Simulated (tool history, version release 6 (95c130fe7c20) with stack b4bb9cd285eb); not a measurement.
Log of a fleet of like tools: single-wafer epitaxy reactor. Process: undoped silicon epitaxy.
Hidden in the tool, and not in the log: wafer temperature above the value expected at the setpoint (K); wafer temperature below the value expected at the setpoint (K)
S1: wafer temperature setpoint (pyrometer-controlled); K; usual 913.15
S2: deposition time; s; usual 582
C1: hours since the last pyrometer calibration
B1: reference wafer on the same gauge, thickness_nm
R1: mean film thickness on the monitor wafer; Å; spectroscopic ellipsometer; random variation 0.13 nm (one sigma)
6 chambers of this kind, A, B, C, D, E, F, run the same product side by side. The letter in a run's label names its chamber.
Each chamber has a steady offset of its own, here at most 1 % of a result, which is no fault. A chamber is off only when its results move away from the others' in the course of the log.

| run | hour | S1 | S2 | C1 | B1 | R1 |
|---|---|---|---|---|---|---|
| 1C | 5.3 | 913.15 | 582 | 903.6 | 66.506 | 782.47 |
| 2D | 12.3 | 913.15 | 582 | 551.8 | 66.493 | 788.9 |
| 3A | 20.5 | 913.15 | 582 | 163.8 | 66.523 | 789.93 |
| 4F | 26.2 | 913.15 | 582 | 276.4 | 66.558 | 787.53 |
| 5B | 29.9 | 923.15 | 670 | 1343.7 | 66.534 | 1124 |
| 6E | 33.9 | 923.15 | 670 | 128.2 | 66.548 | 1131.6 |
| 7C | 40.4 | 923.15 | 670 | 938.7 | 66.571 | 1127.8 |
| 8E | 44.6 | 923.15 | 670 | 138.9 | 66.569 | 1133.3 |
| 9D | 48.3 | 923.15 | 670 | 587.8 | 66.577 | 1124.5 |
| 10A | 55.7 | 923.15 | 670 | 199 | 66.577 | 1128.7 |
| 11F | 63.6 | 913.15 | 582 | 313.8 | 66.598 | 788.18 |
| 12B | 69.2 | 913.15 | 582 | 1383 | 66.589 | 788.22 |
| 13A | 73.6 | 913.15 | 582 | 216.9 | 66.63 | 789.29 |
| 14F | 81.2 | 913.15 | 582 | 331.4 | 66.632 | 789.45 |
| 15D | 85.3 | 913.15 | 582 | 624.8 | 66.664 | 786.67 |
| 16E | 91.5 | 913.15 | 582 | 185.8 | 66.656 | 792.62 |
| 17B | 97.1 | 913.15 | 582 | 1410.9 | 66.666 | 787.19 |
| 18C | 105.3 | 903.15 | 490 | 1003.6 | 66.652 | 526.55 |
| 19A | 109.8 | 903.15 | 490 | 253.1 | 66.676 | 531.99 |
| 20D | 114.6 | 903.15 | 490 | 654.1 | 66.712 | 535.15 |
| 21F | 122.2 | 903.15 | 490 | 372.4 | 66.698 | 530.34 |
| 22B | 126.4 | 903.15 | 490 | 1440.2 | 66.671 | 532.43 |
| 23E | 133.3 | 903.15 | 490 | 227.6 | 66.71 | 533.06 |
| 24C | 138.2 | 907.15 | 496 | 1036.5 | 66.734 | 584.69 |
| 25E | 144.9 | 907.15 | 496 | 239.2 | 66.704 | 590.13 |
| 26C | 152.9 | 907.15 | 496 | 1051.2 | 66.755 | 584.96 |
| 27B | 157 | 907.15 | 496 | 1470.8 | 66.791 | 591.21 |
| 28D | 161.6 | 907.15 | 496 | 701.1 | 66.774 | 589.12 |
| 29F | 169.7 | 907.15 | 496 | 419.9 | 66.772 | 589.54 |
| 30A | 177.6 | 913.15 | 582 | 320.9 | 66.793 | 789.75 |
| 31F | 183.2 | 913.15 | 582 | 433.4 | 66.844 | 791.7 |
| 32D | 190.6 | 913.15 | 582 | 730.1 | 66.802 | 791.24 |
| 33E | 196.7 | 913.15 | 582 | 291 | 66.833 | 790.23 |
| 34A | 204.2 | 913.15 | 582 | 347.5 | 66.837 | 791.84 |
| 35B | 209.3 | 913.15 | 582 | 1523.1 | 66.822 | 790.82 |
| 36C | 214.6 | 913.15 | 582 | 1112.9 | 66.827 | 788.23 |
| 37C | 218.2 | 913.15 | 582 | 1116.5 | 66.854 | 789.45 |
| 38F | 223.9 | 913.15 | 582 | 474.1 | 66.852 | 792.84 |
| 39D | 229.6 | 913.15 | 582 | 769.1 | 66.884 | 792.4 |
| 40A | 235.3 | 913.15 | 582 | 378.6 | 66.882 | 789.15 |
| 41B | 239.4 | 913.15 | 582 | 1553.2 | 66.907 | 793.38 |
| 42E | 245.8 | 913.15 | 582 | 340.1 | 66.915 | 793.93 |
| 43E | 254.1 | 913.15 | 582 | 348.4 | 66.944 | 792.3 |
| 44C | 259.2 | 913.15 | 582 | 1157.5 | 66.915 | 789.49 |

What goes on in this fleet: one chamber off, a drifting gauge, or nothing beyond the chambers' own small offsets? Name the chamber and the cause, if any.

The gauge drifts, so all chambers seem to drift together. No chamber is off.
Cause: gauge reads high (%) = 0.664.

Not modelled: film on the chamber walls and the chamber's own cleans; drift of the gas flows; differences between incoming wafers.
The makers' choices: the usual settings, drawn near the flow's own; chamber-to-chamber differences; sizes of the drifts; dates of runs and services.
